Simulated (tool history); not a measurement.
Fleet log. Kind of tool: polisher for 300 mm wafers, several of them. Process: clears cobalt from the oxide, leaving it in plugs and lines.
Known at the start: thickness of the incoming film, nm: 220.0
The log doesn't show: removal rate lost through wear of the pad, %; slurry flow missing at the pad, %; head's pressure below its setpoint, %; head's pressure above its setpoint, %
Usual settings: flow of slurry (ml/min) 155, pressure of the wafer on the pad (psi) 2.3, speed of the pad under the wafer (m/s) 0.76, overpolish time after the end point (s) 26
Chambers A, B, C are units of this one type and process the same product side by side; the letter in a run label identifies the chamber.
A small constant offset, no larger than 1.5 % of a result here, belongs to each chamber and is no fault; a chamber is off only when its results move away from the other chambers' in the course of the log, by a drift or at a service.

run     day  flow of slurry (ml/min)  pressure of the wafer on the pad (psi)  speed of the pad under the wafer (m/s)  overpolish time after the end point (s)  wafers polished on this pad  hours since the slurry nozzle was cleaned  hours since the head pressure was calibrated  time until the end point was called (s)  dishing of a wide line in a test structure (angstrom)
 1C   0.267                      155                                     2.3                                    0.76                                       26                         1178                                      323.6                                         431.3                                    53.51                                                 512.71
      0.529  -- chamber C: worn pad replaced by a new one
 2A   0.546                      155                                     2.3                                    0.76                                       26                         1143                                      142.5                                          92.2                                   52.282                                                 519.12
 3B   0.812                      155                                     2.3                                    0.76                                       26                          336                                      303.9                                          46.4                                   53.653                                                 524.82
      1.083  -- chamber C: slurry nozzle cleaned
 4A   1.212                      155                                     2.3                                    0.76                                       26                         1250                                      158.5                                         108.2                                   53.464                                                 516.87
 5C   1.575                      100                                     1.6                                    0.76                                       26                          168                                       11.9                                         462.7                                   85.029                                                 425.58
 6B   1.954                      100                                     1.6                                    0.76                                       26                          520                                      331.3                                          73.8                                   84.242                                                 425.32
 7C   2.212                      100                                     1.6                                    0.76                                       26                          270                                       27.2                                           478                                   85.333                                                 408.78
      2.538  -- chamber A: worn pad replaced by a new one
 8A   2.608                      155                                     2.3                                    0.76                                       26                           11                                        192                                         141.7                                   54.279                                                 526.65
 9B     2.8                      155                                     2.3                                    0.76                                       26                          655                                      351.6                                          94.1                                   52.556                                                 516.13
10B   3.179                      155                                     2.3                                    0.76                                       26                          716                                      360.7                                         103.2                                   54.148                                                 519.13
11C   3.583                      155                                     2.3                                    0.76                                       26                          490                                       60.1                                         510.9                                   53.713                                                 525.45
12A   3.912                      155                                     2.3                                    0.76                                       26                          221                                      223.3                                           173                                   54.754                                                 524.56
      4.179  -- chamber B: worn pad replaced by a new one
13C   4.267                      155                                     2.3                                    0.76                                       26                          600                                       76.5                                         527.3                                   53.902                                                  523.1
14A   4.625                      155                                     2.3                                    0.76                                       26                          335                                      240.4                                         190.1                                   53.248                                                    529
15B   4.942                      155                                     2.3                                    0.76                                       26                          122                                        403                                         145.5                                     53.2                                                 530.16
16B   5.154                      155                                     2.3                                    0.76                                       26                          156                                      408.1                                         150.6                                   54.477                                                 525.19
17C   5.454                      155                                     2.3                                    0.76                                       26                          790                                        105                                         555.8                                   52.557                                                 518.85
18A   5.804                      125                                     2.3                                    0.76                                       26                          524                                      268.7                                         218.4                                   56.412                                                 498.68
19C   6.108                      125                                     2.3                                    0.76                                       26                          895                                      120.7                                         571.5                                   55.069                                                 494.08
20B   6.329                      125                                     2.3                                    0.76                                       26                          344                                      436.3                                         178.8                                   54.753                                                 513.45
21A     6.7                      155                                     2.3                                    0.76                                       26                          668                                      290.2                                         239.9                                   52.742                                                 517.27
22C   7.042                      155                                     2.3                                    0.76                                       26                         1045                                      143.1                                         593.9                                    53.01                                                 517.44
23A   7.329                      155                                     2.3                                    0.76                                       26                          769                                      305.3                                           255                                   52.864                                                 524.24
      7.408  -- chamber A: head pressure recalibrated
      7.433  -- chamber C: worn pad replaced by a new one
24B   7.617                      135                                     1.8                                    0.76                                       26                          551                                      467.2                                         209.7                                   69.746                                                 454.12
25B     7.8                      135                                     1.8                                    0.76                                       26                          580                                      471.6                                         214.1                                   69.696                                                 463.73
26C   8.162                      135                                     1.8                                    0.76                                       26                          117                                        170                                         620.8                                   71.405                                                 462.17
27A   8.392                      155                                     2.3                                    0.76                                       26                          939                                      330.8                                          23.7                                   59.738                                                 509.09
28B   8.712                      155                                     2.3                                    0.76                                       26                          727                                      493.5                                           236                                   53.338                                                 516.17
      8.746  -- chamber B: worn pad replaced by a new one
29C   8.925                      155                                     2.3                                    0.76                                       26                          239                                      188.3                                         639.1                                    54.42                                                    525
30A   9.288                      185                                     1.8                                    0.76                                       26                         1083                                      352.3                                          45.2                                   74.958                                                 442.76
31A   9.688                      185                                     1.8                                    0.76                                       26                         1147                                      361.9                                          54.8                                   75.444                                                 454.34
32B   9.912                      185                                     1.8                                    0.76                                       26                          187                                      522.3                                         264.8                                    64.64                                                 467.62
33C  10.171                      155                                     2.3                                    0.76                                       26                          439                                      218.2                                           669                                   54.873                                                 521.26
34C   10.55                      195                                     2.3                                    0.76                                       26                          500                                      227.3                                         678.1                                   52.853                                                 543.82
35A  10.929                      195                                     2.3                                    0.76                                       26                         1346                                      391.7                                          84.6                                   58.545                                                 504.85
         11  -- chamber B: slurry nozzle cleaned
     11.054  -- chamber A: worn pad replaced by a new one
36B   11.25                      195                                     2.3                                    0.76                                       26                          401                                        6.1                                         296.9                                   51.782                                                 532.22
37C  11.629                      155                                     2.3                                    0.76                                       26                          673                                      253.2                                           704                                   54.532                                                    520
38B  11.892                      155                                     2.3                                    0.76                                       26                          504                                       21.5                                         312.3                                   54.665                                                 524.44
39A  12.204                      155                                     2.3                                    0.76                                       26                          185                                      422.3                                         115.2                                    61.29                                                 495.29
40B    12.4                      155                                     2.3                                    0.76                                       39                          586                                       33.7                                         324.5                                    52.27                                                 595.69
41C  12.775                      155                                     2.3                                    0.76                                       39                          857                                      280.7                                         731.5                                   53.687                                                 594.64

Which is it: a chamber that has drifted or been left off by a service, a gauge drift common to all chambers, or only each chamber's usual small offset? If a chamber is off, name it and its likeliest cause.

A service on chamber A put it out of line with the rest.
Most likely cause: head's pressure below its setpoint, % = 10.6.

Which of the 4 candidates below, each the usual settings with something changed and its results left as question marks, puts chamber A back in line with what the other chambers give on the usual settings?
Allowed miss from the other chambers' usual-settings mean, per result, to count as in line: time until the end point was called (s) 3; dishing of a wide line in a test structure (angstrom) 27
42A-1  13.067                      150                                     2.1                                    0.68                                       27                                                                                                                                                              ?                                                      ?
42A-2  13.067                      160                                     2.5                                    0.84                                       25                                                                                                                                                              ?                                                      ?
42A-3  13.067                      155                                     2.4                                     0.8                                       26                                                                                                                                                              ?                                                      ?
42A-4  13.067                      155                                     2.2                                    0.72                                       26                                                                                                                                                              ?                                                      ?

What the other chambers average on the usual settings: time until the end point was called (s) 53.793; dishing of a wide line in a test structure (angstrom) 518.78
  run  time until the end point was called (s)  dishing of a wide line in a test structure (angstrom)
42A-1                                   73.316                                                 463.85
42A-2                                     49.4                                                 533.36
42A-3                                   54.298                                                  522.2
42A-4                                   65.755                                                 480.12
42A-3 is the one that brings the chamber's results back in line with the other chambers.

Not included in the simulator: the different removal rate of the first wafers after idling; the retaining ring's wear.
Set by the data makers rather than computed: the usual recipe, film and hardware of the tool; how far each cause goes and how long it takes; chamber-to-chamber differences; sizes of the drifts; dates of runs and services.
